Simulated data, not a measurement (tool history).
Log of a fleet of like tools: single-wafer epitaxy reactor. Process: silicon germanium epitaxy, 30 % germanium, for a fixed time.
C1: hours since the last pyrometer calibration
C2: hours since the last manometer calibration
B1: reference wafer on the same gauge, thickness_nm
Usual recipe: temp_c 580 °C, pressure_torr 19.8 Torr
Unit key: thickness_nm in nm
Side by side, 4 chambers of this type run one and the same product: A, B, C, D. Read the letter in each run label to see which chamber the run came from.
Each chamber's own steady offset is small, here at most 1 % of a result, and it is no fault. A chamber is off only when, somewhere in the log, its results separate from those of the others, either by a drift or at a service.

Run 1B, day 0.625: usual settings; C1 2129.2; C2 815.6; B1 44.297. Result: thickness_nm 40.518 nm.
Run 2C, day 1.104: usual settings; C1 414.6; C2 636.2; B1 44.326. Result: thickness_nm 40.704 nm.
Run 3A, day 1.662: usual settings; C1 169.5; C2 782.3; B1 44.289. Result: thickness_nm 40.101 nm.
Run 4D, day 2.225: usual settings; C1 78.6; C2 99; B1 44.276. Result: thickness_nm 40.422 nm.
Run 5C, day 2.65: usual settings; C1 451.7; C2 673.3; B1 44.364. Result: thickness_nm 40.78 nm.
Run 6A, day 3.196: usual settings; C1 206.3; C2 819.1; B1 44.256. Result: thickness_nm 40.117 nm.
Run 7D, day 3.7: usual settings; C1 114; C2 134.4; B1 44.316. Result: thickness_nm 40.691 nm.
Run 8B, day 4.183: usual settings; C1 2214.6; C2 901; B1 44.321. Result: thickness_nm 40.781 nm.
Run 9B, day 4.612: usual settings; C1 2224.9; C2 911.3; B1 44.288. Result: thickness_nm 40.721 nm.
Run 10C, day 5.108: usual settings; C1 510.7; C2 732.3; B1 44.35. Result: thickness_nm 40.567 nm.
Run 11D, day 5.638: usual settings; C1 160.5; C2 180.9; B1 44.285. Result: thickness_nm 40.365 nm.
Run 12A, day 6.179: usual settings; C1 277.9; C2 890.7; B1 44.346. Result: thickness_nm 40.2 nm.
Run 13B, day 6.758: usual settings; C1 2276.4; C2 962.8; B1 44.295. Result: thickness_nm 40.577 nm.
Run 14D, day 7.117: usual settings; C1 196; C2 216.4; B1 44.333. Result: thickness_nm 40.796 nm.
Run 15C, day 7.442: usual settings but pressure_torr 24.4 Torr; C1 566.7; C2 788.3; B1 44.323. Result: thickness_nm 43.574 nm.
Run 16A, day 7.8: usual settings but pressure_torr 24.4 Torr; C1 316.8; C2 929.6; B1 44.287. Result: thickness_nm 43.999 nm.
Run 17C, day 8.379: usual settings but pressure_torr 24.4 Torr; C1 589.2; C2 810.8; B1 44.339. Result: thickness_nm 43.499 nm.
Run 18A, day 8.725: usual settings but pressure_torr 24.4 Torr; C1 339; C2 951.8; B1 44.302. Result: thickness_nm 43.881 nm.
Run 19D, day 9.321: usual settings; C1 248.9; C2 269.3; B1 44.263. Result: thickness_nm 40.494 nm.
Run 20B, day 9.888: usual settings; C1 2351.5; C2 1037.9; B1 44.291. Result: thickness_nm 40.287 nm.
Run 21D, day 10.45: usual settings; C1 276; C2 296.4; B1 44.313. Result: thickness_nm 40.898 nm.
Run 22B, day 10.896: usual settings; C1 2375.7; C2 1062.1; B1 44.334. Result: thickness_nm 40.746 nm.
Run 23A, day 11.538: usual settings; C1 406.5; C2 1019.3; B1 44.296. Result: thickness_nm 40.299 nm.
Run 24C, day 11.983: usual settings; C1 675.7; C2 897.3; B1 44.311. Result: thickness_nm 39.312 nm.
Run 25B, day 12.5: usual settings; C1 2414.2; C2 1100.6; B1 44.304. Result: thickness_nm 40.139 nm.

Each of the 4 chambers runs these same settings next. Fill in every chamber's results:
Run 26A, day 12.958: usual settings but pressure_torr 23.1 Torr. Result: thickness_nm ?.
Run 26B, day 12.958: usual settings but pressure_torr 23.1 Torr. Result: thickness_nm ?.
Run 26C, day 12.958: usual settings but pressure_torr 23.1 Torr. Result: thickness_nm ?.
Run 26D, day 12.958: usual settings but pressure_torr 23.1 Torr. Result: thickness_nm ?.

run  thickness_nm
26A        42.763
26B        42.956
26C        41.278
26D        42.907

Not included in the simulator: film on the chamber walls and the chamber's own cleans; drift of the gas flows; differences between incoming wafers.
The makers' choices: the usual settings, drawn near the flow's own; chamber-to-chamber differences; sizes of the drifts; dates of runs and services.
